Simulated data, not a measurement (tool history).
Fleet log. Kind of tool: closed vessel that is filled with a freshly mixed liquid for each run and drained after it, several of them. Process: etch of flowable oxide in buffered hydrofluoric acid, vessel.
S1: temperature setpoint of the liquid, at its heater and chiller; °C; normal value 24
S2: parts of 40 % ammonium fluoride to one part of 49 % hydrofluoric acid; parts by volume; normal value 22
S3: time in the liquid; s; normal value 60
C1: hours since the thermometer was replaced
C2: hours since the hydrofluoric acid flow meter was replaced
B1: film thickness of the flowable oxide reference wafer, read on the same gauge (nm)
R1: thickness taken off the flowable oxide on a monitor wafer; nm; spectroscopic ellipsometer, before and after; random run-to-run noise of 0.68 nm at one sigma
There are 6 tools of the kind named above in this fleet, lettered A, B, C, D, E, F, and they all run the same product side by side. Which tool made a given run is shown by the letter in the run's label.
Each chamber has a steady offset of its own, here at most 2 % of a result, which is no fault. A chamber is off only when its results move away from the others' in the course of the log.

run	hour	S1	S2	S3	C1	C2	B1	R1
# hour 1.2: chamber F: thermometer replaced
1B	5	24	22	60	1108.3	544.1	130.01	80.032
2C	11.2	24	22	60	1317.3	1243	129.99	81.63
3E	20.8	24	22	60	295.6	68.7	130.01	79.992
4A	28.6	24	22	60	861.5	798.6	130.02	79.628
5F	37.5	24	22	60	36.4	594.9	129.99	80.942
# hour 42.6: chamber A: hydrofluoric acid flow meter replaced
6D	48.5	24	29.5	85	805.5	1274	130.01	92.975
7B	54.6	24	29.5	85	1157.9	593.7	130.01	94.376
8A	60.5	24	29.5	85	893.4	17.9	130.01	91.587
9D	65.7	24	29.5	85	822.7	1291.2	130	92.874
10E	73.3	24	29.5	85	348.1	121.2	130	92.619
11C	81.5	24	29.5	85	1387.6	1313.3	129.99	92.253
12F	92.2	24	22	60	91.1	649.6	130.01	80.687
13E	98.3	24	22	60	373.1	146.2	130.01	80.205
14B	104	24	22	60	1207.3	643.1	130.01	79.909
15D	111.5	24	22	60	868.5	1337	130	79.662
16A	122	24	22	60	954.9	79.4	129.98	80.726
17C	130	24	22	60	1436.1	1361.8	130.01	80.358
18F	139.8	24	22	60	138.7	697.2	130.01	80.821
19E	144.9	24	22	60	419.7	192.8	130	80.954
20A	151.6	24	22	60	984.5	109	130.01	80.76
21F	158.5	24	22	60	157.4	715.9	130.03	80.66
22D	166.3	24	22	60	923.3	1391.8	130	78.239
23C	175.7	24	22	60	1481.8	1407.5	129.99	81.331
24B	183.8	24	22	60	1287.1	722.9	129.99	80.092
25C	189	24	22	60	1495.1	1420.8	129.99	81.337
26A	196.4	24	18	60	1029.3	153.8	129.99	98.097
27E	201.9	24	18	60	476.7	249.8	129.99	95.939
# hour 207.6: chamber F: hydrofluoric acid flow meter replaced
28D	210.8	24	18	60	967.8	1436.3	130.02	94.014
29B	217.6	24	18	60	1320.9	756.7	130.02	94.258
30F	225.9	24	18	60	224.8	18.3	130	94.975
31F	231	24	18	60	229.9	23.4	129.98	95.59
32B	241.7	24	22	60	1345	780.8	129.97	80.186
33D	249.8	24	13.5	60	1006.8	1475.3	130	126.2
34A	258.7	24	13.5	60	1091.6	216.1	130.01	136.34
# hour 266.9: chamber C: thermometer replaced
35C	268.5	24	13.5	60	1.6	1500.3	129.98	125.34
36E	275.5	24	13.5	60	550.3	323.4	130.01	125.98
37A	286.3	24	13.5	60	1119.2	243.7	130.02	138.16
38D	292.3	24	13.5	60	1049.3	1517.8	129.99	124.39
39E	300.4	24	22	60	575.2	348.3	130.01	80.165
40F	305.2	24	22	60	304.1	97.6	130.01	80.982
41B	313.7	24	28.5	60	1417	852.8	130.02	67.419

One chamber off, gauge drift, or nothing amiss beyond the chambers' own small offsets? If it is a chamber, which one, and what is the likeliest cause?

Little by little, chamber A moves away from the other chambers.
What lies behind it: liquid hotter than its thermometer reads (K) = 2.2.

Which of the 4 candidates below, each the usual settings with something changed and its results left as question marks, puts chamber A back in line with what the other chambers give on the usual settings?
Counts as in line when no further than this from what the other chambers average on the usual settings: R1 2.4 nm
42A-1	321.7	23.5	22.5	60				?
42A-2	321.7	22	22	60				?
42A-3	321.7	24	21	60				?
42A-4	321.7	24	21	65				?

The other chambers' mean on the usual settings: R1 80.265 nm
run	R1
42A-1	85.338
42A-2	79.796
42A-3	92.049
42A-4	99.72
42A-2 is the one that brings the chamber's results back in line with the other chambers.

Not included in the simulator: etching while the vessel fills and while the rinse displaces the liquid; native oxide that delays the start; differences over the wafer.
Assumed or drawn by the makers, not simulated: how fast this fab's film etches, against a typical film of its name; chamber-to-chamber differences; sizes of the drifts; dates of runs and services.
